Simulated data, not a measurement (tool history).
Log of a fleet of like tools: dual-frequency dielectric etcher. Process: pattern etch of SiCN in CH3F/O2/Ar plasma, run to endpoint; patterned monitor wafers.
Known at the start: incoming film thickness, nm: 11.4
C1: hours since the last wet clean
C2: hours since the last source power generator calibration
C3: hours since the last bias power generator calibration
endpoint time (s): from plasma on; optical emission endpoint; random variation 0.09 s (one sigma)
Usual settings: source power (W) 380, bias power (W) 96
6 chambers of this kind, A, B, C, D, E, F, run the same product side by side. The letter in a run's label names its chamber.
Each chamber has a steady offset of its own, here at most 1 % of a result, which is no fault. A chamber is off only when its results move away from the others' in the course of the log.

Run 1E, hour 3.6: usual settings; C1 128.5; C2 1302.7; C3 3626.9. Result: endpoint time (s) 27.822.
Run 2D, hour 7.3: usual settings; C1 142.5; C2 1751.5; C3 1120.8. Result: endpoint time (s) 28.025.
Run 3A, hour 12: usual settings; C1 194.4; C2 1135.2; C3 3676.1. Result: endpoint time (s) 27.996.
Run 4C, hour 17.2: usual settings; C1 337.1; C2 4383.7; C3 1568.3. Result: endpoint time (s) 27.901.
Run 5B, hour 19.8: usual settings; C1 271.7; C2 1565.2; C3 1368. Result: endpoint time (s) 28.025.
Run 6F, hour 23.2: usual settings; C1 248; C2 170.5; C3 1373.5. Result: endpoint time (s) 27.86.
Run 7F, hour 25.7: usual settings; C1 250.5; C2 173; C3 1376. Result: endpoint time (s) 28.095.
Run 8A, hour 29.5: usual settings; C1 211.9; C2 1152.7; C3 3693.6. Result: endpoint time (s) 28.051.
Run 9B, hour 35: usual settings; C1 286.9; C2 1580.4; C3 1383.2. Result: endpoint time (s) 28.126.
Run 10C, hour 39.9: usual settings; C1 359.8; C2 4406.4; C3 1591. Result: endpoint time (s) 28.135.
Run 11E, hour 43: usual settings; C1 167.9; C2 1342.1; C3 3666.3. Result: endpoint time (s) 27.673.
Run 12D, hour 48.1: usual settings but source power (W) 440, bias power (W) 111; C1 183.3; C2 1792.3; C3 1161.6. Result: endpoint time (s) 24.997.
Run 13F, hour 50.8: usual settings but source power (W) 440, bias power (W) 111; C1 275.6; C2 198.1; C3 1401.1. Result: endpoint time (s) 25.13.
Run 14C, hour 55.6: usual settings but source power (W) 440, bias power (W) 111; C1 375.5; C2 4422.1; C3 1606.7. Result: endpoint time (s) 25.02.
Run 15E, hour 59.3: usual settings but source power (W) 440, bias power (W) 111; C1 184.2; C2 1358.4; C3 3682.6. Result: endpoint time (s) 24.739.
Run 16D, hour 64.2: usual settings but source power (W) 440, bias power (W) 111; C1 199.4; C2 1808.4; C3 1177.7. Result: endpoint time (s) 25.13.
Run 17B, hour 67.6: usual settings but source power (W) 440, bias power (W) 111; C1 319.5; C2 1613; C3 1415.8. Result: endpoint time (s) 25.099.
At hour 69: chamber B: wet clean of the chamber.
Run 18A, hour 71.1: usual settings; C1 253.5; C2 1194.3; C3 3735.2. Result: endpoint time (s) 28.039.
Run 19C, hour 76.9: usual settings; C1 396.8; C2 4443.4; C3 1628. Result: endpoint time (s) 28.111.
Run 20E, hour 81.5: usual settings; C1 206.4; C2 1380.6; C3 3704.8. Result: endpoint time (s) 27.586.
Run 21B, hour 86.7: usual settings; C1 17.8; C2 1632.1; C3 1434.9. Result: endpoint time (s) 28.093.
Run 22A, hour 89.7: usual settings; C1 272.1; C2 1212.9; C3 3753.8. Result: endpoint time (s) 27.883.
Run 23D, hour 92.9: usual settings but source power (W) 300; C1 228.1; C2 1837.1; C3 1206.4. Result: endpoint time (s) 30.221.
Run 24F, hour 95.4: usual settings but source power (W) 300; C1 320.2; C2 242.7; C3 1445.7. Result: endpoint time (s) 30.617.
Run 25A, hour 98.1: usual settings but source power (W) 300; C1 280.5; C2 1221.3; C3 3762.2. Result: endpoint time (s) 30.436.
Run 26D, hour 101.2: usual settings but source power (W) 300; C1 236.4; C2 1845.4; C3 1214.7. Result: endpoint time (s) 30.2.
Run 27C, hour 106.3: usual settings but source power (W) 300; C1 426.2; C2 4472.8; C3 1657.4. Result: endpoint time (s) 30.554.
Run 28E, hour 109.5: usual settings but source power (W) 300; C1 234.4; C2 1408.6; C3 3732.8. Result: endpoint time (s) 30.233.
Run 29B, hour 113.4: usual settings; C1 44.5; C2 1658.8; C3 1461.6. Result: endpoint time (s) 28.125.
Run 30F, hour 118.1: usual settings but source power (W) 460, bias power (W) 73; C1 342.9; C2 265.4; C3 1468.4. Result: endpoint time (s) 28.549.
At hour 119.6: chamber C: source power generator calibrated.
Run 31A, hour 122.7: usual settings but source power (W) 460, bias power (W) 73; C1 305.1; C2 1245.9; C3 3786.8. Result: endpoint time (s) 28.823.
Run 32E, hour 127.2: usual settings but source power (W) 460, bias power (W) 73; C1 252.1; C2 1426.3; C3 3750.5. Result: endpoint time (s) 28.334.
Run 33F, hour 129.7: usual settings but source power (W) 460, bias power (W) 73; C1 354.5; C2 277; C3 1480. Result: endpoint time (s) 28.782.
Run 34C, hour 135.4: usual settings but source power (W) 460, bias power (W) 73; C1 455.3; C2 15.8; C3 1686.5. Result: endpoint time (s) 28.63.
Run 35B, hour 137.9: usual settings but source power (W) 460, bias power (W) 73; C1 69; C2 1683.3; C3 1486.1. Result: endpoint time (s) 28.856.
Run 36D, hour 143: usual settings; C1 278.2; C2 1887.2; C3 1256.5. Result: endpoint time (s) 27.419.
Run 37F, hour 147.4: usual settings; C1 372.2; C2 294.7; C3 1497.7. Result: endpoint time (s) 27.84.
Run 38D, hour 151.4: usual settings; C1 286.6; C2 1895.6; C3 1264.9. Result: endpoint time (s) 27.4.
Run 39C, hour 155.6: usual settings; C1 475.5; C2 36; C3 1706.7. Result: endpoint time (s) 27.929.
Run 40B, hour 159: usual settings; C1 90.1; C2 1704.4; C3 1507.2. Result: endpoint time (s) 28.04.
Run 41E, hour 161.8: usual settings; C1 286.7; C2 1460.9; C3 3785.1. Result: endpoint time (s) 27.826.
Run 42A, hour 167.1: usual settings; C1 349.5; C2 1290.3; C3 3831.2. Result: endpoint time (s) 27.799.
Run 43A, hour 170.9: usual settings; C1 353.3; C2 1294.1; C3 3835. Result: endpoint time (s) 27.742.

Is one chamber off against the others, does the gauge drift, or is nothing wrong? If a chamber is off, say which, and what the likeliest cause is.

Chamber D drifts away from the others.
Cause: etch rate over this chamber's usual, % = 3.54.

Here are 4 candidates for chamber D's next run, each the usual settings with a change, their results left as question marks. Which one brings its results back in line with what the others give on the usual settings?
In line means no further than this from the other chambers' mean on the usual settings: endpoint time (s) 0.32
Run 44D-1, hour 175.1: usual settings but source power (W) 410. Result: endpoint time (s) ?.
Run 44D-2, hour 175.1: usual settings but source power (W) 390, bias power (W) 97. Result: endpoint time (s) ?.
Run 44D-3, hour 175.1: usual settings but source power (W) 370. Result: endpoint time (s) ?.
Run 44D-4, hour 175.1: usual settings but source power (W) 350. Result: endpoint time (s) ?.

The other chambers' mean on the usual settings: endpoint time (s) 27.9
  run  endpoint time (s)
44D-1             26.308
44D-2             26.693
44D-3             27.321
44D-4             27.884
44D-4 brings the chamber back in line.

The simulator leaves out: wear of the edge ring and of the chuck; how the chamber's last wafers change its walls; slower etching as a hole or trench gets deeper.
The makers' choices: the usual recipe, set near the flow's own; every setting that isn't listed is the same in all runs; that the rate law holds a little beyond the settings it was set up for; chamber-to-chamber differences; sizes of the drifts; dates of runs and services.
